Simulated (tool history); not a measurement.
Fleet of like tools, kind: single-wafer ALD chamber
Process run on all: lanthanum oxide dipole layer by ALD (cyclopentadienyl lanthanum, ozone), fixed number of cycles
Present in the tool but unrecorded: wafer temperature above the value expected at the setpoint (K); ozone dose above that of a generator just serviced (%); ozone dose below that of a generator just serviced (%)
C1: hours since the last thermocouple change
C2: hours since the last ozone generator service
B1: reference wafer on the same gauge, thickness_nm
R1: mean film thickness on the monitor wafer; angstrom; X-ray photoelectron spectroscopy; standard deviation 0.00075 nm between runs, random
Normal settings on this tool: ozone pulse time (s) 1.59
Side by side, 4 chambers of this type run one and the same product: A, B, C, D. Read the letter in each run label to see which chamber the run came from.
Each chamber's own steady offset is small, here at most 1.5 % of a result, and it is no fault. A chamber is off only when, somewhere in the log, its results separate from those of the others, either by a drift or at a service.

run 1D day=0.283 | ozone_pulse_time_(s)=1.59 | C1=1162.2 C2=430.5 | B1=0.51395 | R1=5.5223
run 2C day=0.788 | ozone_pulse_time_(s)=1.59 | C1=1461.3 C2=1228.1 | B1=0.51385 | R1=5.5257
run 3A day=1.3 | ozone_pulse_time_(s)=1.59 | C1=931.8 C2=599.7 | B1=0.51376 | R1=5.5184
run 4B day=1.792 | ozone_pulse_time_(s)=1.59 | C1=1140.2 C2=529 | B1=0.51357 | R1=5.5813
run 5A day=2.225 | ozone_pulse_time_(s)=1.59 | C1=954 C2=621.9 | B1=0.51323 | R1=5.5152
run 6C day=2.462 | ozone_pulse_time_(s)=2.19 | C1=1501.5 C2=1268.3 | B1=0.51341 | R1=5.6906
run 7D day=2.912 | ozone_pulse_time_(s)=2.19 | C1=1225.3 C2=493.6 | B1=0.51319 | R1=5.673
run 8B day=3.425 | ozone_pulse_time_(s)=2.19 | C1=1179.4 C2=568.2 | B1=0.51311 | R1=5.7558
run 9C day=3.762 | ozone_pulse_time_(s)=2.19 | C1=1532.7 C2=1299.5 | B1=0.51302 | R1=5.6804
run 10D day=4.225 | ozone_pulse_time_(s)=1.59 | C1=1256.8 C2=525.1 | B1=0.51295 | R1=5.5038
run 11A day=4.471 | ozone_pulse_time_(s)=1.59 | C1=1007.9 C2=675.8 | B1=0.51297 | R1=5.5048
run 12B day=4.833 | ozone_pulse_time_(s)=1.59 | C1=1213.2 C2=602 | B1=0.5128 | R1=5.598
run 13A day=5.333 | ozone_pulse_time_(s)=1.59 | C1=1028.6 C2=696.5 | B1=0.51275 | R1=5.5197
run 14B day=5.617 | ozone_pulse_time_(s)=1.59 | C1=1232 C2=620.8 | B1=0.51261 | R1=5.5873
run 15D day=6.021 | ozone_pulse_time_(s)=1.81 | C1=1299.9 C2=568.2 | B1=0.51232 | R1=5.6042
run 16C day=6.317 | ozone_pulse_time_(s)=1.81 | C1=1594 C2=1360.8 | B1=0.51248 | R1=5.5844
run 17B day=6.633 | ozone_pulse_time_(s)=1.81 | C1=1256.4 C2=645.2 | B1=0.51222 | R1=5.6528
run 18D day=7.017 | ozone_pulse_time_(s)=1.81 | C1=1323.8 C2=592.1 | B1=0.51219 | R1=5.5968
run 19A day=7.392 | ozone_pulse_time_(s)=1.59 | C1=1078 C2=745.9 | B1=0.5122 | R1=5.5002
run 20C day=7.892 | ozone_pulse_time_(s)=1.59 | C1=1631.8 C2=1398.6 | B1=0.51181 | R1=5.5015
run 21B day=8.388 | ozone_pulse_time_(s)=1.18 | C1=1298.5 C2=687.3 | B1=0.51192 | R1=5.2819
-- day=8.617 chamber C: ozone generator serviced
run 22C day=8.646 | ozone_pulse_time_(s)=1.18 | C1=1649.9 C2=0.7 | B1=0.51183 | R1=5.2186
run 23D day=9 | ozone_pulse_time_(s)=1.18 | C1=1371.4 C2=639.7 | B1=0.51175 | R1=5.1941
run 24A day=9.358 | ozone_pulse_time_(s)=1.18 | C1=1125.2 C2=793.1 | B1=0.51149 | R1=5.208
run 25C day=9.617 | ozone_pulse_time_(s)=1.59 | C1=1673.2 C2=24 | B1=0.51149 | R1=5.494
run 26B day=10.096 | ozone_pulse_time_(s)=1.59 | C1=1339.5 C2=728.3 | B1=0.51152 | R1=5.5677
run 27D day=10.525 | ozone_pulse_time_(s)=1.59 | C1=1408 C2=676.3 | B1=0.51147 | R1=5.5027
run 28A day=10.754 | ozone_pulse_time_(s)=1.59 | C1=1158.7 C2=826.6 | B1=0.51147 | R1=5.4968
run 29D day=10.983 | ozone_pulse_time_(s)=1.59 | C1=1419 C2=687.3 | B1=0.51147 | R1=5.486
run 30A day=11.217 | ozone_pulse_time_(s)=1.96 | C1=1169.8 C2=837.7 | B1=0.51112 | R1=5.6443

For the next run the whole fleet of 4 chambers uses the same settings. Give each chamber's results:
run 31A day=11.588 | ozone_pulse_time_(s)=1.98 | R1=?
run 31B day=11.588 | ozone_pulse_time_(s)=1.98 | R1=?
run 31C day=11.588 | ozone_pulse_time_(s)=1.98 | R1=?
run 31D day=11.588 | ozone_pulse_time_(s)=1.98 | R1=?

run=31A R1=5.6225
run=31B R1=5.7099
run=31C R1=5.6077
run=31D R1=5.6123
